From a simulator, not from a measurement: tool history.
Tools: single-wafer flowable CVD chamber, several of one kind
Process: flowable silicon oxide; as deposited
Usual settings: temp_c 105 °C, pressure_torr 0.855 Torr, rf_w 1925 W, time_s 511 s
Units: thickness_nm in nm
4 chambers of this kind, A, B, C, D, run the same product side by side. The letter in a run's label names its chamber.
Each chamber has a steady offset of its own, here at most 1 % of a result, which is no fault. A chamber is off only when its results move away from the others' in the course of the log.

run   hour  temp_c  pressure_torr  rf_w  time_s  hours since the last thermocouple change  hours since the last RF generator calibration  hours since the last manometer calibration  read-back reference wafer on the same gauge, thickness_nm  thickness_nm
 1B   11.9     105          0.855  1925     511                                    1450.5                                          571.5                                      1500.2                                                     292.12        282.27
 2A   25.7     105          0.855  1925     511                                    1039.4                                           1156                                       632.7                                                     292.13        284.26
 3D   33.6     105          0.855  1925     511                                     330.7                                         1990.4                                      1126.9                                                     292.25        285.45
 4C   45.3     105          0.855  1925     511                                     887.3                                          126.3                                      1441.8                                                     292.21        282.98
 5B     53     105          0.855  1925     511                                    1491.6                                          612.6                                      1541.3                                                     292.19         281.6
        59  -- chamber C: capacitance manometer re-zeroed and calibrated
 6A   60.3     111          0.855  1925     511                                      1074                                         1190.6                                       667.3                                                      292.3         233.5
 7D   73.7     111          0.855  1925     511                                     370.8                                         2030.5                                        1167                                                     292.26        235.46
 8C   80.6     111          0.855  1925     511                                     922.6                                          161.6                                        21.6                                                     292.32        234.29
 9A   89.8     111          0.855  1925     511                                    1103.5                                         1220.1                                       696.8                                                     292.38        233.44
10D   99.4     105          0.855  1800     511                                     396.5                                         2056.2                                      1192.7                                                      292.4         281.4
11C  113.2     105          0.855  1800     511                                     955.2                                          194.2                                        54.2                                                     292.48        279.79
12B    124     105          0.855  1800     511                                    1562.6                                          683.6                                      1612.3                                                     292.52        277.65
13A  137.1     105          0.855  1800     511                                    1150.8                                         1267.4                                       744.1                                                     292.57        279.87
14B  150.5     105          0.855  1925     511                                    1589.1                                          710.1                                      1638.8                                                     292.59        282.39
15C  159.2     105          0.855  1925     511                                    1001.2                                          240.2                                       100.2                                                     292.57        284.42
16D  170.5     105          0.855  1925     511                                     467.6                                         2127.3                                      1263.8                                                     292.63        286.36
17D  179.9     105          0.855  1925     511                                       477                                         2136.7                                      1273.2                                                     292.73        286.24
18B  187.2     105          0.855  1925     511                                    1625.8                                          746.8                                      1675.5                                                     292.72        282.47
19A  198.7     105          0.855  1925     511                                    1212.4                                           1329                                       805.7                                                     292.78        284.71
20C    210     109          0.855  1925     511                                      1052                                            291                                         151                                                      292.8        249.85
21A  217.6     109          0.855  1925     511                                    1231.3                                         1347.9                                       824.6                                                     292.94         249.7
22D  231.2     109          0.855  1925     511                                     528.3                                           2188                                      1324.5                                                     292.93        251.03
     233.6  -- chamber D: RF generator calibrated
23B  244.6     109          0.855  1925     511                                    1683.2                                          804.2                                      1732.9                                                     293.04        247.51
24C  258.3     105          0.855  1925     511                                    1100.3                                          339.3                                       199.3                                                     292.98        284.45
25C  267.7     105          0.855  1925     511                                    1109.7                                          348.7                                       208.7                                                        293        284.21
26A  274.1     105          0.855  1925     511                                    1287.8                                         1404.4                                       881.1                                                      293.1        284.77
27B  287.1     105          0.855  1925     511                                    1725.7                                          846.7                                      1775.4                                                     293.22        283.12
28D  298.5     105          0.855  1925     511                                     595.6                                             65                                      1391.8                                                     293.17         286.9
29C  310.3     105          0.855  1925     511                                    1152.3                                          391.3                                       251.3                                                     293.25        284.87
30D  323.4     105          0.855  1925     511                                     620.5                                           89.9                                      1416.7                                                     293.35        286.96

Is one chamber off against the others, does the gauge drift, or is nothing wrong? If a chamber is off, say which, and what the likeliest cause is.

The gauge drifts, so all chambers seem to drift together. No chamber is off.
Cause: gauge reads high (%) = 0.46.

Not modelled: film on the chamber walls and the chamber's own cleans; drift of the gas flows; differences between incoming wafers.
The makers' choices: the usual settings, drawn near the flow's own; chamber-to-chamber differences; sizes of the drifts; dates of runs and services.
